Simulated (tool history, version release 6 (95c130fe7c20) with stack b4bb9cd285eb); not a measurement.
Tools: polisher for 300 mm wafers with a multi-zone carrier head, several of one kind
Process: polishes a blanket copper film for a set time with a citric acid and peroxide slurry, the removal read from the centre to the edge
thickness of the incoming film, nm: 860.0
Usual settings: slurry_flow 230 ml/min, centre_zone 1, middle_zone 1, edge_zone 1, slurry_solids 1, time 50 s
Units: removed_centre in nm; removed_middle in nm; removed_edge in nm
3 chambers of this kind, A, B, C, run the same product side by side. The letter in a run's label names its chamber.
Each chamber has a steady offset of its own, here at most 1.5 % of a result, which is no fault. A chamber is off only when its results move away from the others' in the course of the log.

run	day	slurry_flow	centre_zone	middle_zone	edge_zone	slurry_solids	time	removed_centre	removed_middle	removed_edge
# day 0.088: chamber A: slurry nozzle cleaned
1A	0.279	230	1	1	1	1	50	83.621	85.179	82.773
# day 0.338: chamber B: centre zone pressure recalibrated
2B	0.658	230	1	1	1	1	50	83.284	83.097	83.12
3C	0.929	230	1	1	1	1	50	83.535	82.613	83.714
# day 1.212: chamber C: worn pad replaced by a new one
4C	1.333	230	1	1	1	1	50	84.501	84.565	84.893
5B	1.733	230	1	1	1	1	50	84.528	83.949	82.808
6A	2.208	230	1	1	1	1	50	83.543	84.221	82.937
# day 2.5: chamber B: worn pad replaced by a new one
7C	2.696	230	1	1	1	1	50	83.976	84.005	83.76
# day 2.733: chamber A: centre zone pressure recalibrated
# day 3.171: chamber C: worn pad replaced by a new one
8A	3.175	230	1	1	1	1	50	83.864	82.917	83.379
9B	3.525	230	1	1	1	1.15	50	84.89	85.406	87.256
10C	3.888	230	1	1	1	1.15	50	86.094	85.593	86.239
# day 4.121: chamber C: slurry nozzle cleaned
11B	4.25	230	1	1	1	1.15	50	86.369	85.87	86.377
# day 4.321: chamber A: worn pad replaced by a new one
12A	4.5	230	1	1	1.06	0.75	50	79.821	81.287	81.073
13B	4.729	230	1	1	1.06	0.75	50	78.735	79.139	81.556
# day 4.929: chamber B: worn pad replaced by a new one
14C	4.992	230	1	1	1.06	0.75	50	78.412	79.151	81.597
15A	5.338	230	1	1	1	1	50	84.078	81.543	82.942
# day 5.412: chamber C: worn pad replaced by a new one
16A	5.604	230	1	1	1	1	36	60.591	60.476	59.759
17C	6.017	230	1	1	1	1	36	59.843	60.909	60.961
18B	6.279	230	1	1	1	1	36	60.005	61.332	59.92
# day 6.558: chamber B: slurry nozzle cleaned
19C	6.588	285	0.96	1	1	1	50	82.621	88.535	85.453
20A	6.996	285	0.96	1	1	1	50	82.617	84.239	84.987
21B	7.421	285	0.96	1	1	1	50	81.675	85.245	84.673

Next, every chamber runs the same settings. What will each give?
22A	7.775	230	1	1	1	0.8	50	?	?	?
22B	7.775	230	1	1	1	0.8	50	?	?	?
22C	7.775	230	1	1	1	0.8	50	?	?	?

run	removed_centre	removed_middle	removed_edge
22A	80.343	80.518	79.617
22B	79.216	78.529	79.349
22C	80.405	81.15	79.349
